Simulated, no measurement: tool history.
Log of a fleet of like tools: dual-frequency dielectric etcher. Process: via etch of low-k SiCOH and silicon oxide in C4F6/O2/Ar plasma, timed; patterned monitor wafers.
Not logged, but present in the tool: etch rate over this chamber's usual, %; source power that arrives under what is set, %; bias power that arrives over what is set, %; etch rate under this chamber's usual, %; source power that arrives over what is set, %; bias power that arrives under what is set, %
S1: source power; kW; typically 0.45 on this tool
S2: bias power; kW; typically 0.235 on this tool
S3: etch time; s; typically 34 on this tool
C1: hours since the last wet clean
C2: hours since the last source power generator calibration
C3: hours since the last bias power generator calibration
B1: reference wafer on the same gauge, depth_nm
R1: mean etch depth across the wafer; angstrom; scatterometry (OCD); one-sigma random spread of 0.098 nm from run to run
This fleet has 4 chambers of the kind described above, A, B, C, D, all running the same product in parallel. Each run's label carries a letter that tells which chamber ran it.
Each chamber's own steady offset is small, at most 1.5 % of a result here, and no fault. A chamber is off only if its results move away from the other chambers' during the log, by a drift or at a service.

run,hour,S1,S2,S3,C1,C2,C3,B1,R1
1A,4.8,0.45,0.235,34,143.3,799.1,1365.3,86.918,928.16
2B,13.2,0.45,0.235,34,468.4,3147,2240.8,86.939,914.27
# hour 17.3: chamber B: wet clean of the chamber
3C,22.3,0.45,0.235,34,311.3,966.5,851.9,86.945,917.29
# hour 26.4: chamber D: wet clean of the chamber
4D,30.3,0.45,0.235,34,4,2804.4,2849.7,86.963,918.97
5A,35.7,0.45,0.235,34,174.2,830,1396.2,86.983,927.54
6B,41.2,0.45,0.235,34,24,3175,2268.8,87.012,914.17
7D,48,0.45,0.235,34,21.7,2822.1,2867.4,86.984,919.05
8C,56.7,0.45,0.235,34,345.7,1000.9,886.3,87.03,917.56
9C,63.8,0.45,0.292,37,352.8,1008,893.4,87.041,1073.9
10D,70.8,0.45,0.292,37,44.5,2844.9,2890.2,87.047,1076.1
11B,76.8,0.45,0.292,37,59.6,3210.6,2304.4,87.07,1072.7
12A,81.1,0.45,0.292,37,219.6,875.4,1441.6,87.074,1088.9
13D,89.1,0.45,0.235,34,62.8,2863.2,2908.5,87.097,918.7
14B,93.2,0.45,0.235,34,76,3227,2320.8,87.106,916.55
15A,97.9,0.45,0.235,34,236.4,892.2,1458.4,87.126,928.17
16C,103.5,0.45,0.235,34,392.5,1047.7,933.1,87.132,916.85
17C,108.8,0.45,0.235,34,397.8,1053,938.4,87.141,920.03
18A,113.2,0.45,0.235,34,251.7,907.5,1473.7,87.144,931.01
# hour 119.5: chamber C: wet clean of the chamber
19B,120.8,0.49,0.191,34,103.6,3254.6,2348.4,87.158,884.77
20D,125.3,0.49,0.191,34,99,2899.4,2944.7,87.189,887.24
21A,133.3,0.49,0.191,34,271.8,927.6,1493.8,87.195,897.75
22D,137.6,0.49,0.191,34,111.3,2911.7,2957,87.221,888.12
23B,146.1,0.45,0.235,34,128.9,3279.9,2373.7,87.234,919.44
24C,154.2,0.45,0.235,34,34.8,1098.4,983.8,87.221,921.19
25B,159.6,0.45,0.235,34,142.4,3293.4,2387.2,87.263,918.08
26D,167.9,0.45,0.235,34,141.6,2942,2987.3,87.301,922.32

All chambers now run identical settings, listed one chamber a line with results as question marks. What results will each chamber show?
27A,174.5,0.45,0.235,34,,,,,?
27B,174.5,0.45,0.235,34,,,,,?
27C,174.5,0.45,0.235,34,,,,,?
27D,174.5,0.45,0.235,34,,,,,?

run,R1
27A,929.62
27B,918.79
27C,919.6
27D,920.25

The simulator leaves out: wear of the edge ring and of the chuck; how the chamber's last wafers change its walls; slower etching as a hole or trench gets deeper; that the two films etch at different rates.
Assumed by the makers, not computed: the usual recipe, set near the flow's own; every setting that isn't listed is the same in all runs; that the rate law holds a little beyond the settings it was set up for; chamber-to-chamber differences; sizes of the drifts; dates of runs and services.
